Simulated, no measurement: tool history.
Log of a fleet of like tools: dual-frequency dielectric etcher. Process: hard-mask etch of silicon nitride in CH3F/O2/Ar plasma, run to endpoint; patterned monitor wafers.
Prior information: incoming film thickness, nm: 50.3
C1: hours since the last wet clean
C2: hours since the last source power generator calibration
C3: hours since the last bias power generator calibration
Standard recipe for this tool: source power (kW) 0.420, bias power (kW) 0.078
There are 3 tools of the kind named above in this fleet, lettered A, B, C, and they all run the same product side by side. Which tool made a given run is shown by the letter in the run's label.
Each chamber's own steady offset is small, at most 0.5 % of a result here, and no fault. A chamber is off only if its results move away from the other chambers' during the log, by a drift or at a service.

{"run": "1A", "hour": 6.2, "source power (kW)": 0.42, "bias power (kW)": 0.078, "C1": 130.5, "C2": 335.0, "C3": 872.1, "endpoint time (s)": 70.089}
{"run": "2C", "hour": 14.2, "source power (kW)": 0.42, "bias power (kW)": 0.078, "C1": 305.2, "C2": 998.2, "C3": 664.9, "endpoint time (s)": 69.046}
{"run": "3B", "hour": 25.5, "source power (kW)": 0.42, "bias power (kW)": 0.078, "C1": 472.9, "C2": 2466.7, "C3": 1276.8, "endpoint time (s)": 68.642}
{"run": "4A", "hour": 34.1, "source power (kW)": 0.42, "bias power (kW)": 0.078, "C1": 158.4, "C2": 362.9, "C3": 900.0, "endpoint time (s)": 69.81}
{"run": "5C", "hour": 46.6, "source power (kW)": 0.42, "bias power (kW)": 0.078, "C1": 337.6, "C2": 1030.6, "C3": 697.3, "endpoint time (s)": 70.276}
{"run": "6B", "hour": 57.9, "source power (kW)": 0.38, "bias power (kW)": 0.086, "C1": 505.3, "C2": 2499.1, "C3": 1309.2, "endpoint time (s)": 69.232}
{"run": "7B", "hour": 65.7, "source power (kW)": 0.38, "bias power (kW)": 0.086, "C1": 513.1, "C2": 2506.9, "C3": 1317.0, "endpoint time (s)": 68.624}
{"hour": 66.5, "done": "chamber B: wet clean of the chamber"}
{"run": "8A", "hour": 74.5, "source power (kW)": 0.38, "bias power (kW)": 0.086, "C1": 198.8, "C2": 403.3, "C3": 940.4, "endpoint time (s)": 69.598}
{"run": "9C", "hour": 82.5, "source power (kW)": 0.42, "bias power (kW)": 0.078, "C1": 373.5, "C2": 1066.5, "C3": 733.2, "endpoint time (s)": 69.767}
{"hour": 93.3, "done": "chamber C: wet clean of the chamber"}
{"run": "10C", "hour": 94.1, "source power (kW)": 0.42, "bias power (kW)": 0.078, "C1": 0.9, "C2": 1078.1, "C3": 744.8, "endpoint time (s)": 68.974}
{"run": "11B", "hour": 102.3, "source power (kW)": 0.42, "bias power (kW)": 0.078, "C1": 35.8, "C2": 2543.5, "C3": 1353.6, "endpoint time (s)": 69.799}
{"run": "12A", "hour": 114.3, "source power (kW)": 0.42, "bias power (kW)": 0.078, "C1": 238.6, "C2": 443.1, "C3": 980.2, "endpoint time (s)": 68.836}
{"run": "13A", "hour": 120.6, "source power (kW)": 0.42, "bias power (kW)": 0.078, "C1": 244.9, "C2": 449.4, "C3": 986.5, "endpoint time (s)": 68.817}
{"run": "14C", "hour": 128.7, "source power (kW)": 0.42, "bias power (kW)": 0.078, "C1": 35.5, "C2": 1112.7, "C3": 779.4, "endpoint time (s)": 70.477}
{"run": "15B", "hour": 135.5, "source power (kW)": 0.42, "bias power (kW)": 0.078, "C1": 69.0, "C2": 2576.7, "C3": 1386.8, "endpoint time (s)": 69.273}
{"run": "16C", "hour": 144.5, "source power (kW)": 0.33, "bias power (kW)": 0.078, "C1": 51.3, "C2": 1128.5, "C3": 795.2, "endpoint time (s)": 76.027}
{"run": "17A", "hour": 155.9, "source power (kW)": 0.33, "bias power (kW)": 0.078, "C1": 280.2, "C2": 484.7, "C3": 1021.8, "endpoint time (s)": 74.917}
{"run": "18B", "hour": 168.3, "source power (kW)": 0.33, "bias power (kW)": 0.078, "C1": 101.8, "C2": 2609.5, "C3": 1419.6, "endpoint time (s)": 75.257}
{"run": "19B", "hour": 180.0, "source power (kW)": 0.42, "bias power (kW)": 0.078, "C1": 113.5, "C2": 2621.2, "C3": 1431.3, "endpoint time (s)": 68.542}
{"run": "20C", "hour": 189.6, "source power (kW)": 0.42, "bias power (kW)": 0.078, "C1": 96.4, "C2": 1173.6, "C3": 840.3, "endpoint time (s)": 69.747}
{"run": "21A", "hour": 197.7, "source power (kW)": 0.49, "bias power (kW)": 0.078, "C1": 322.0, "C2": 526.5, "C3": 1063.6, "endpoint time (s)": 63.287}
{"run": "22A", "hour": 207.5, "source power (kW)": 0.49, "bias power (kW)": 0.078, "C1": 331.8, "C2": 536.3, "C3": 1073.4, "endpoint time (s)": 63.86}
{"run": "23B", "hour": 214.3, "source power (kW)": 0.49, "bias power (kW)": 0.078, "C1": 147.8, "C2": 2655.5, "C3": 1465.6, "endpoint time (s)": 65.345}
{"run": "24C", "hour": 223.5, "source power (kW)": 0.42, "bias power (kW)": 0.078, "C1": 130.3, "C2": 1207.5, "C3": 874.2, "endpoint time (s)": 70.668}
{"run": "25A", "hour": 234.5, "source power (kW)": 0.42, "bias power (kW)": 0.071, "C1": 358.8, "C2": 563.3, "C3": 1100.4, "endpoint time (s)": 67.768}
{"run": "26B", "hour": 240.8, "source power (kW)": 0.42, "bias power (kW)": 0.071, "C1": 174.3, "C2": 2682.0, "C3": 1492.1, "endpoint time (s)": 71.707}

Decide between three cases: one chamber stands off from its peers, the gauge reading all wafers drifts, or nothing is wrong past each chamber's small offset. Where a chamber is off, say which and what most likely put it there.

Little by little, chamber A moves away from the other chambers.
Cause: etch rate over this chamber's usual, % = 5.09.

Chamber A could run next with any of the 4 candidate recipes listed below; each alters the usual settings, and their results appear as question marks. Which one brings its results back in line with what the other chambers deliver on the usual settings?
A result is in line if it is within this distance of the other chambers' mean on the usual settings: endpoint time (s) 2.000
{"run": "27A-1", "hour": 250.5, "source power (kW)": 0.36, "bias power (kW)": 0.067, "endpoint time (s)": "?"}
{"run": "27A-2", "hour": 250.5, "source power (kW)": 0.48, "bias power (kW)": 0.089, "endpoint time (s)": "?"}
{"run": "27A-3", "hour": 250.5, "source power (kW)": 0.45, "bias power (kW)": 0.084, "endpoint time (s)": "?"}
{"run": "27A-4", "hour": 250.5, "source power (kW)": 0.42, "bias power (kW)": 0.066, "endpoint time (s)": "?"}

Other chambers, usual settings, mean: endpoint time (s) 69.369
run=27A-1 endpoint_time_(s)=73.749
run=27A-2 endpoint_time_(s)=59.887
run=27A-3 endpoint_time_(s)=62.635
run=27A-4 endpoint_time_(s)=69.819
27A-4 brings the chamber back in line.
